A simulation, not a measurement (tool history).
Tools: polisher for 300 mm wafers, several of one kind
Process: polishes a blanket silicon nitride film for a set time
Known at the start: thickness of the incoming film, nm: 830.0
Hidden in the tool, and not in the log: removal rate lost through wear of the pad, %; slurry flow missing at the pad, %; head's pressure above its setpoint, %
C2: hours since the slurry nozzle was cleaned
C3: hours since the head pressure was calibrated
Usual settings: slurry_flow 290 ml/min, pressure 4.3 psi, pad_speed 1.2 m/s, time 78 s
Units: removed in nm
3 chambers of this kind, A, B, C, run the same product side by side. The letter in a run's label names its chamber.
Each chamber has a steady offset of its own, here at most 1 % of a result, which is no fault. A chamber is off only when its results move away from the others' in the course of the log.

{"run": "1A", "day": 0.675, "slurry_flow": 290, "pressure": 4.3, "pad_speed": 1.2, "time": 78, "wafers polished on this pad": 957, "C2": 346.9, "C3": 207.6, "removed": 223.78}
{"run": "2B", "day": 1.112, "slurry_flow": 290, "pressure": 4.3, "pad_speed": 1.2, "time": 78, "wafers polished on this pad": 716, "C2": 530.0, "C3": 611.2, "removed": 221.01}
{"day": 1.288, "done": "chamber A: slurry nozzle cleaned"}
{"day": 1.5, "done": "chamber C: slurry nozzle cleaned"}
{"day": 1.667, "done": "chamber A: worn pad replaced by a new one"}
{"run": "3C", "day": 1.712, "slurry_flow": 290, "pressure": 4.3, "pad_speed": 1.2, "time": 78, "wafers polished on this pad": 688, "C2": 5.1, "C3": 292.9, "removed": 221.12}
{"day": 2.133, "done": "chamber C: worn pad replaced by a new one"}
{"run": "4C", "day": 2.271, "slurry_flow": 290, "pressure": 4.3, "pad_speed": 1.2, "time": 78, "wafers polished on this pad": 44, "C2": 18.5, "C3": 306.3, "removed": 223.58}
{"run": "5A", "day": 2.717, "slurry_flow": 290, "pressure": 4.3, "pad_speed": 1.2, "time": 78, "wafers polished on this pad": 335, "C2": 34.4, "C3": 256.6, "removed": 221.81}
{"day": 3.179, "done": "chamber B: worn pad replaced by a new one"}
{"run": "6B", "day": 3.392, "slurry_flow": 290, "pressure": 4.3, "pad_speed": 1.2, "time": 78, "wafers polished on this pad": 68, "C2": 584.7, "C3": 665.9, "removed": 216.86}
{"run": "7B", "day": 3.983, "slurry_flow": 290, "pressure": 4.3, "pad_speed": 1.2, "time": 78, "wafers polished on this pad": 257, "C2": 598.9, "C3": 680.1, "removed": 221.39}
{"run": "8C", "day": 4.296, "slurry_flow": 290, "pressure": 4.3, "pad_speed": 1.2, "time": 78, "wafers polished on this pad": 688, "C2": 67.1, "C3": 354.9, "removed": 221.62}
{"day": 4.358, "done": "chamber C: worn pad replaced by a new one"}
{"day": 4.583, "done": "chamber B: slurry nozzle cleaned"}
{"run": "9A", "day": 4.712, "slurry_flow": 290, "pressure": 4.3, "pad_speed": 1.2, "time": 78, "wafers polished on this pad": 970, "C2": 82.3, "C3": 304.5, "removed": 223.07}
{"day": 4.992, "done": "chamber A: worn pad replaced by a new one"}
{"run": "10A", "day": 5.071, "slurry_flow": 290, "pressure": 4.3, "pad_speed": 1.2, "time": 78, "wafers polished on this pad": 25, "C2": 90.9, "C3": 313.1, "removed": 221.71}
{"day": 5.479, "done": "chamber B: head pressure recalibrated"}
{"run": "11B", "day": 5.667, "slurry_flow": 290, "pressure": 4.3, "pad_speed": 1.2, "time": 78, "wafers polished on this pad": 792, "C2": 26.1, "C3": 4.6, "removed": 251.2}
{"run": "12C", "day": 6.312, "slurry_flow": 290, "pressure": 4.3, "pad_speed": 1.2, "time": 78, "wafers polished on this pad": 623, "C2": 115.5, "C3": 403.3, "removed": 222.95}
{"day": 6.854, "done": "chamber C: worn pad replaced by a new one"}
{"run": "13A", "day": 6.917, "slurry_flow": 290, "pressure": 4.3, "pad_speed": 1.2, "time": 78, "wafers polished on this pad": 613, "C2": 135.2, "C3": 357.4, "removed": 220.11}
{"day": 7.229, "done": "chamber B: worn pad replaced by a new one"}
{"run": "14C", "day": 7.333, "slurry_flow": 290, "pressure": 4.3, "pad_speed": 1.2, "time": 78, "wafers polished on this pad": 153, "C2": 140.0, "C3": 427.8, "removed": 223.14}
{"run": "15B", "day": 7.654, "slurry_flow": 290, "pressure": 4.3, "pad_speed": 1.2, "time": 78, "wafers polished on this pad": 135, "C2": 73.8, "C3": 52.3, "removed": 246.89}
{"run": "16C", "day": 7.988, "slurry_flow": 290, "pressure": 4.3, "pad_speed": 1.2, "time": 78, "wafers polished on this pad": 361, "C2": 155.7, "C3": 443.5, "removed": 219.48}
{"run": "17A", "day": 8.462, "slurry_flow": 290, "pressure": 4.3, "pad_speed": 1.2, "time": 78, "wafers polished on this pad": 1105, "C2": 172.3, "C3": 394.5, "removed": 225.21}
{"run": "18B", "day": 9.096, "slurry_flow": 290, "pressure": 4.3, "pad_speed": 1.2, "time": 78, "wafers polished on this pad": 594, "C2": 108.4, "C3": 86.9, "removed": 248.4}
{"day": 9.154, "done": "chamber A: worn pad replaced by a new one"}
{"day": 9.171, "done": "chamber C: worn pad replaced by a new one"}
{"run": "19C", "day": 9.554, "slurry_flow": 290, "pressure": 4.3, "pad_speed": 1.2, "time": 78, "wafers polished on this pad": 122, "C2": 193.3, "C3": 481.1, "removed": 226.91}
{"run": "20A", "day": 9.958, "slurry_flow": 290, "pressure": 4.3, "pad_speed": 1.2, "time": 78, "wafers polished on this pad": 256, "C2": 208.2, "C3": 430.4, "removed": 222.85}
{"day": 10.475, "done": "chamber B: worn pad replaced by a new one"}
{"run": "21B", "day": 10.592, "slurry_flow": 290, "pressure": 4.3, "pad_speed": 1.2, "time": 78, "wafers polished on this pad": 38, "C2": 144.3, "C3": 122.8, "removed": 250.16}
{"run": "22C", "day": 11.046, "slurry_flow": 290, "pressure": 4.3, "pad_speed": 1.2, "time": 78, "wafers polished on this pad": 596, "C2": 229.1, "C3": 516.9, "removed": 222.99}
{"run": "23B", "day": 11.392, "slurry_flow": 290, "pressure": 4.3, "pad_speed": 1.2, "time": 78, "wafers polished on this pad": 292, "C2": 163.5, "C3": 142.0, "removed": 251.83}

All 3 chambers run these settings next. Forecast each chamber's results:
{"run": "24A", "day": 11.883, "slurry_flow": 290, "pressure": 4.3, "pad_speed": 1.2, "time": 78, "removed": "?"}
{"run": "24B", "day": 11.883, "slurry_flow": 290, "pressure": 4.3, "pad_speed": 1.2, "time": 78, "removed": "?"}
{"run": "24C", "day": 11.883, "slurry_flow": 290, "pressure": 4.3, "pad_speed": 1.2, "time": 78, "removed": "?"}

run=24A removed=219.50
run=24B removed=250.10
run=24C removed=222.82
